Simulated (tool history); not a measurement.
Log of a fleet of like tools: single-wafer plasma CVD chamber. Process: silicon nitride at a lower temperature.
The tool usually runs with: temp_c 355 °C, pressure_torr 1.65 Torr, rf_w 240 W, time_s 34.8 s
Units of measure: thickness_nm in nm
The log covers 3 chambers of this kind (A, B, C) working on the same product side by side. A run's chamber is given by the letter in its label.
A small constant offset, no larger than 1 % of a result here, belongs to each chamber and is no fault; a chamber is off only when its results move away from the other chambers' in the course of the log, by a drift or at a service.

run     day  temp_c  pressure_torr  rf_w  time_s  read-back reference wafer on the same gauge, thickness_nm  thickness_nm
 1B   0.388     355           1.65   240    34.8                                                     34.017        35.558
 2A   0.717     355           1.65   240    34.8                                                     34.021        35.025
 3C   1.175     355           1.65   240    34.8                                                     34.014        35.227
 4C   1.504     355           1.65   240    34.8                                                     34.038        35.228
 5B   1.754     355           1.65   240    34.8                                                     34.023        35.606
 6A   2.088     355           1.65   240    34.8                                                     34.036        35.192
 7C   2.338     355           1.65   240    34.8                                                     34.033        35.145
 8A   2.783     355           1.65   240    34.8                                                     34.036        35.090
 9B   3.233     355           1.65   240    34.8                                                     34.038        35.616
10B   3.550     362           1.65   240    40.0                                                     34.059        40.634
11A   3.983     362           1.65   240    40.0                                                     34.060        40.231
12C   4.350     362           1.65   240    40.0                                                     34.058        40.410
13A   4.804     355           1.65   240    34.8                                                     34.059        35.099
14C   5.192     355           1.65   280    34.8                                                     34.070        39.318
15B   5.754     355           1.65   280    34.8                                                     34.095        39.798
16A   6.275     355           1.65   280    34.8                                                     34.088        39.199
17B   6.546     355           1.65   240    34.8                                                     34.092        35.620
18C   7.025     355           1.65   240    34.8                                                     34.103        35.135
19C   7.588     355           1.65   240    34.8                                                     34.116        35.293
      7.746  -- chamber A: capacitance manometer re-zeroed and calibrated
20A   8.075     355           1.42   240    31.4                                                     34.118        30.526
21B   8.592     355           1.42   240    31.4                                                     34.133        30.834
      8.746  -- chamber A: thermocouple changed; heater temperature recalibrated
22B   9.012     355           1.42   240    31.4                                                     34.127        30.830
23C   9.583     355           1.65   240    34.8                                                     34.123        35.326
24A   9.904     355           1.65   240    34.8                                                     34.142        35.278
25B  10.321     355           1.65   240    34.8                                                     34.140        35.701
26C  10.712     355           1.65   240    34.8                                                     34.151        35.413
27A  11.029     355           1.65   240    34.8                                                     34.145        35.248
28B  11.388     355           1.65   240    34.8                                                     34.170        35.723
29C  11.954     355           1.65   240    34.8                                                     34.177        35.359
30A  12.258     369           1.65   240    39.3                                                     34.179        39.640
31B  12.771     369           1.65   240    39.3                                                     34.192        40.028
32C  13.108     369           1.65   240    39.3                                                     34.177        39.838
33A  13.379     355           1.65   240    34.8                                                     34.183        35.314
     13.471  -- chamber B: capacitance manometer re-zeroed and calibrated
34B  13.875     355           1.65   240    34.8                                                     34.192        35.719
35C  14.388     355           1.65   240    34.8                                                     34.197        35.272
36A  14.754     355           1.65   240    34.8                                                     34.201        35.324

Next, all 3 chambers run the settings below, one line each with question marks for the results. What does each chamber give?
37A  15.167     349           1.65   240    34.8                                                                        ?
37B  15.167     349           1.65   240    34.8                                                                        ?
37C  15.167     349           1.65   240    34.8                                                                        ?

run  thickness_nm
37A        35.393
37B        35.744
37C        35.433

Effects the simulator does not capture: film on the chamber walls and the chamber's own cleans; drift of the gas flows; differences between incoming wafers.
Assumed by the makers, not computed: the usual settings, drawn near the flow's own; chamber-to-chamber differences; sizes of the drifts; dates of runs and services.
